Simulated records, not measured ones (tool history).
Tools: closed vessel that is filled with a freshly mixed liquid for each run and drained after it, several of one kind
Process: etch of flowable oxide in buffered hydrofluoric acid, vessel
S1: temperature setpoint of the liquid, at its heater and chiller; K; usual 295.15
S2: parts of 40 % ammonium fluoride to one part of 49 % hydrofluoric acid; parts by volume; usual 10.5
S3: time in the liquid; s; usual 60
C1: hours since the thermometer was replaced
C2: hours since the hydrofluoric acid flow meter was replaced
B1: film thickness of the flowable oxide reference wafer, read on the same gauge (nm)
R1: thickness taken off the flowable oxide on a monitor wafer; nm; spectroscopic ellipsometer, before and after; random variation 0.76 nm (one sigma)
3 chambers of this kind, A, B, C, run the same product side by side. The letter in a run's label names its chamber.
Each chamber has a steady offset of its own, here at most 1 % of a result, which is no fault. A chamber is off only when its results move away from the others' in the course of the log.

| run | hour | S1 | S2 | S3 | C1 | C2 | B1 | R1 |
|---|---|---|---|---|---|---|---|---|
| 1A | 5.1 | 295.15 | 10.5 | 60 | 1700.1 | 303.5 | 119.97 | 239.62 |
|  | 12.6 | chamber C: hydrofluoric acid flow meter replaced |
| 2B | 14.7 | 295.15 | 10.5 | 60 | 1187 | 241.5 | 119.99 | 241.29 |
| 3C | 21.9 | 295.15 | 10.5 | 60 | 833.4 | 9.4 | 120.02 | 242.3 |
| 4A | 26.7 | 295.15 | 10.5 | 60 | 1721.7 | 325.1 | 119.99 | 241.47 |
| 5B | 32.8 | 295.15 | 10.5 | 80 | 1205.1 | 259.6 | 120.07 | 321.13 |
| 6C | 40.5 | 295.15 | 10.5 | 80 | 852 | 28 | 120 | 323.83 |
| 7A | 51.2 | 295.15 | 10.5 | 80 | 1746.2 | 349.6 | 119.96 | 320.13 |
| 8B | 57.4 | 295.15 | 10.5 | 60 | 1229.7 | 284.2 | 119.99 | 240.44 |
| 9C | 67.2 | 295.15 | 10.5 | 60 | 878.7 | 54.7 | 120.05 | 242.04 |
| 10C | 75.5 | 298.15 | 10.5 | 60 | 887 | 63 | 120.01 | 284.92 |
| 11B | 80.7 | 298.15 | 10.5 | 60 | 1253 | 307.5 | 119.96 | 282.71 |
|  | 81.1 | chamber A: thermometer replaced |
| 12A | 89.2 | 298.15 | 10.5 | 60 | 8.2 | 387.6 | 120.01 | 283.78 |
| 13C | 99.1 | 295.15 | 10.5 | 60 | 910.6 | 86.6 | 120.01 | 242.73 |
| 14A | 107.3 | 299.65 | 10.5 | 60 | 26.3 | 405.7 | 119.95 | 307.48 |
| 15B | 112.3 | 299.65 | 10.5 | 60 | 1284.6 | 339.1 | 120.02 | 307.47 |
| 16C | 122.6 | 299.65 | 10.5 | 60 | 934.1 | 110.1 | 119.99 | 310.46 |
| 17A | 131.3 | 295.15 | 10.5 | 60 | 50.3 | 429.7 | 120.02 | 239 |
| 18B | 141 | 295.15 | 10.5 | 60 | 1313.3 | 367.8 | 119.97 | 239.18 |
| 19B | 146 | 295.15 | 10.5 | 60 | 1318.3 | 372.8 | 120.02 | 240.2 |
| 20A | 151.9 | 295.15 | 10.5 | 60 | 70.9 | 450.3 | 120.03 | 239.93 |
| 21C | 159.9 | 295.15 | 10.5 | 60 | 971.4 | 147.4 | 119.99 | 241.48 |
| 22C | 170.2 | 295.15 | 10.5 | 60 | 981.7 | 157.7 | 120.02 | 241.52 |
| 23A | 179.5 | 291.65 | 8 | 60 | 98.5 | 477.9 | 120.04 | 250.19 |
| 24B | 188.7 | 291.65 | 8 | 60 | 1361 | 415.5 | 119.97 | 250.82 |
| 25B | 195.5 | 291.65 | 8 | 60 | 1367.8 | 422.3 | 119.95 | 251.53 |
| 26C | 202.6 | 295.15 | 10.5 | 60 | 1014.1 | 190.1 | 119.98 | 241.65 |

All 3 chambers run these settings next. Forecast each chamber's results:
| 27A | 210.3 | 295.15 | 12.5 | 60 |  |  |  | ? |
| 27B | 210.3 | 295.15 | 12.5 | 60 |  |  |  | ? |
| 27C | 210.3 | 295.15 | 12.5 | 60 |  |  |  | ? |

| run | R1 |
|---|---|
| 27A | 202.1 |
| 27B | 204.09 |
| 27C | 205 |

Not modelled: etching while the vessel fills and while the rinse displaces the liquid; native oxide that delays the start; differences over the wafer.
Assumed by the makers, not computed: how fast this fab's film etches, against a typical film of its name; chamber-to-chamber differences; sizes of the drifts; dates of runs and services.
